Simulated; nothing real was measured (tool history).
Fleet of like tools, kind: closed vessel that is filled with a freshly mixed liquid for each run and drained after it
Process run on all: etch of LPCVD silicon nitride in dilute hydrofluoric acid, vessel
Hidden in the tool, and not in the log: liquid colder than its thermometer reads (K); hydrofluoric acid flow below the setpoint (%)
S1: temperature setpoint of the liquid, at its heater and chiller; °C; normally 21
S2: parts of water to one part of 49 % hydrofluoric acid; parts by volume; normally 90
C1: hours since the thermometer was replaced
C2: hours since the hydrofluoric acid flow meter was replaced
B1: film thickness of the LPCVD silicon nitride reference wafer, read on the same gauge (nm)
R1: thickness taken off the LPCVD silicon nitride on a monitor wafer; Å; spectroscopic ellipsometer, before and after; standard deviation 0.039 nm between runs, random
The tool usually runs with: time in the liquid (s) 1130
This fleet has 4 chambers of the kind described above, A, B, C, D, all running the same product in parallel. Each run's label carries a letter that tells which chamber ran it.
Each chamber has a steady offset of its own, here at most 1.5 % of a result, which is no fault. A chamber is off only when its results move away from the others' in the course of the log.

{"run": "1C", "hour": 8.3, "S1": 21, "S2": 90, "time in the liquid (s)": 1130, "C1": 1230.8, "C2": 133.5, "B1": 59.955, "R1": 44.659}
{"run": "2D", "hour": 13.1, "S1": 21, "S2": 90, "time in the liquid (s)": 1130, "C1": 1149.8, "C2": 274.7, "B1": 59.996, "R1": 45.081}
{"run": "3A", "hour": 23.1, "S1": 21, "S2": 90, "time in the liquid (s)": 1130, "C1": 810.1, "C2": 251.8, "B1": 59.993, "R1": 45.374}
{"run": "4B", "hour": 32.3, "S1": 21, "S2": 90, "time in the liquid (s)": 1130, "C1": 525.4, "C2": 565.7, "B1": 59.948, "R1": 45.107}
{"run": "5C", "hour": 39.5, "S1": 21, "S2": 90, "time in the liquid (s)": 1130, "C1": 1262, "C2": 164.7, "B1": 59.973, "R1": 45.034}
{"run": "6D", "hour": 48.3, "S1": 21, "S2": 90, "time in the liquid (s)": 1130, "C1": 1185, "C2": 309.9, "B1": 59.965, "R1": 44.066}
{"run": "7A", "hour": 53.7, "S1": 21, "S2": 90, "time in the liquid (s)": 1130, "C1": 840.7, "C2": 282.4, "B1": 60.017, "R1": 44.221}
{"run": "8B", "hour": 64.0, "S1": 21, "S2": 90, "time in the liquid (s)": 1130, "C1": 557.1, "C2": 597.4, "B1": 59.981, "R1": 45.175}
{"run": "9B", "hour": 73.8, "S1": 18.5, "S2": 90, "time in the liquid (s)": 1130, "C1": 566.9, "C2": 607.2, "B1": 59.983, "R1": 37.624}
{"run": "10C", "hour": 78.8, "S1": 18.5, "S2": 90, "time in the liquid (s)": 1130, "C1": 1301.3, "C2": 204, "B1": 60.007, "R1": 37.934}
{"run": "11A", "hour": 87.0, "S1": 18.5, "S2": 90, "time in the liquid (s)": 1130, "C1": 874, "C2": 315.7, "B1": 59.998, "R1": 37.068}
{"run": "12D", "hour": 94.9, "S1": 18.5, "S2": 90, "time in the liquid (s)": 1130, "C1": 1231.6, "C2": 356.5, "B1": 60.049, "R1": 37.362}
{"run": "13B", "hour": 105.6, "S1": 21, "S2": 90, "time in the liquid (s)": 1130, "C1": 598.7, "C2": 639, "B1": 59.98, "R1": 44.349}
{"run": "14A", "hour": 113.9, "S1": 21, "S2": 90, "time in the liquid (s)": 1130, "C1": 900.9, "C2": 342.6, "B1": 60.002, "R1": 44.73}
{"run": "15C", "hour": 118.9, "S1": 21, "S2": 90, "time in the liquid (s)": 1130, "C1": 1341.4, "C2": 244.1, "B1": 60.005, "R1": 44.653}
{"hour": 122.6, "done": "chamber A: thermometer replaced"}
{"run": "16D", "hour": 127.9, "S1": 21, "S2": 90, "time in the liquid (s)": 1130, "C1": 1264.6, "C2": 389.5, "B1": 59.954, "R1": 44.974}
{"run": "17C", "hour": 132.6, "S1": 25, "S2": 90, "time in the liquid (s)": 1130, "C1": 1355.1, "C2": 257.8, "B1": 60.009, "R1": 60.144}
{"run": "18A", "hour": 141.3, "S1": 25, "S2": 90, "time in the liquid (s)": 1130, "C1": 18.7, "C2": 370, "B1": 59.983, "R1": 57.235}
{"run": "19B", "hour": 147.2, "S1": 25, "S2": 90, "time in the liquid (s)": 1130, "C1": 640.3, "C2": 680.6, "B1": 59.993, "R1": 58.799}
{"run": "20D", "hour": 155.5, "S1": 25, "S2": 90, "time in the liquid (s)": 1130, "C1": 1292.2, "C2": 417.1, "B1": 59.994, "R1": 58.366}
{"run": "21A", "hour": 163.6, "S1": 21, "S2": 90, "time in the liquid (s)": 1130, "C1": 41, "C2": 392.3, "B1": 59.98, "R1": 43.294}
{"run": "22B", "hour": 170.8, "S1": 21, "S2": 90, "time in the liquid (s)": 1130, "C1": 663.9, "C2": 704.2, "B1": 60.034, "R1": 44.722}
{"run": "23C", "hour": 178.0, "S1": 21, "S2": 90, "time in the liquid (s)": 1130, "C1": 1400.5, "C2": 303.2, "B1": 59.99, "R1": 45.579}
{"run": "24D", "hour": 187.6, "S1": 21, "S2": 90, "time in the liquid (s)": 1130, "C1": 1324.3, "C2": 449.2, "B1": 59.97, "R1": 45.11}
{"run": "25B", "hour": 198.2, "S1": 21, "S2": 90, "time in the liquid (s)": 1130, "C1": 691.3, "C2": 731.6, "B1": 59.998, "R1": 45.053}

Decide between three cases: one chamber stands off from its peers, the gauge reading all wafers drifts, or nothing is wrong past each chamber's small offset. Where a chamber is off, say which and what most likely put it there.

One chamber, A, drifts off from the rest bit by bit.
What lies behind it: hydrofluoric acid flow below the setpoint (%) = 5.3.

Below are 4 candidate recipes for chamber A's next run, each the usual settings with a change, their results shown as question marks. Which of them brings A's results back in line with what the other chambers give on the usual settings?
Maximum distance from the other chambers' mean on the usual settings for a result to count as in line: R1 1.4 Å
{"run": "26A-1", "hour": 205.9, "S1": 21, "S2": 90, "time in the liquid (s)": 1070, "R1": "?"}
{"run": "26A-2", "hour": 205.9, "S1": 19.5, "S2": 90, "time in the liquid (s)": 1130, "R1": "?"}
{"run": "26A-3", "hour": 205.9, "S1": 21, "S2": 85, "time in the liquid (s)": 1185, "R1": "?"}
{"run": "26A-4", "hour": 205.9, "S1": 21, "S2": 90, "time in the liquid (s)": 1190, "R1": "?"}

Other chambers, usual settings, mean: R1 44.848 Å
run=26A-1 R1=40.268
run=26A-2 R1=38.451
run=26A-3 R1=47.131
run=26A-4 R1=44.784
The right change is 26A-4: it brings the chamber back within the allowed miss of the others.

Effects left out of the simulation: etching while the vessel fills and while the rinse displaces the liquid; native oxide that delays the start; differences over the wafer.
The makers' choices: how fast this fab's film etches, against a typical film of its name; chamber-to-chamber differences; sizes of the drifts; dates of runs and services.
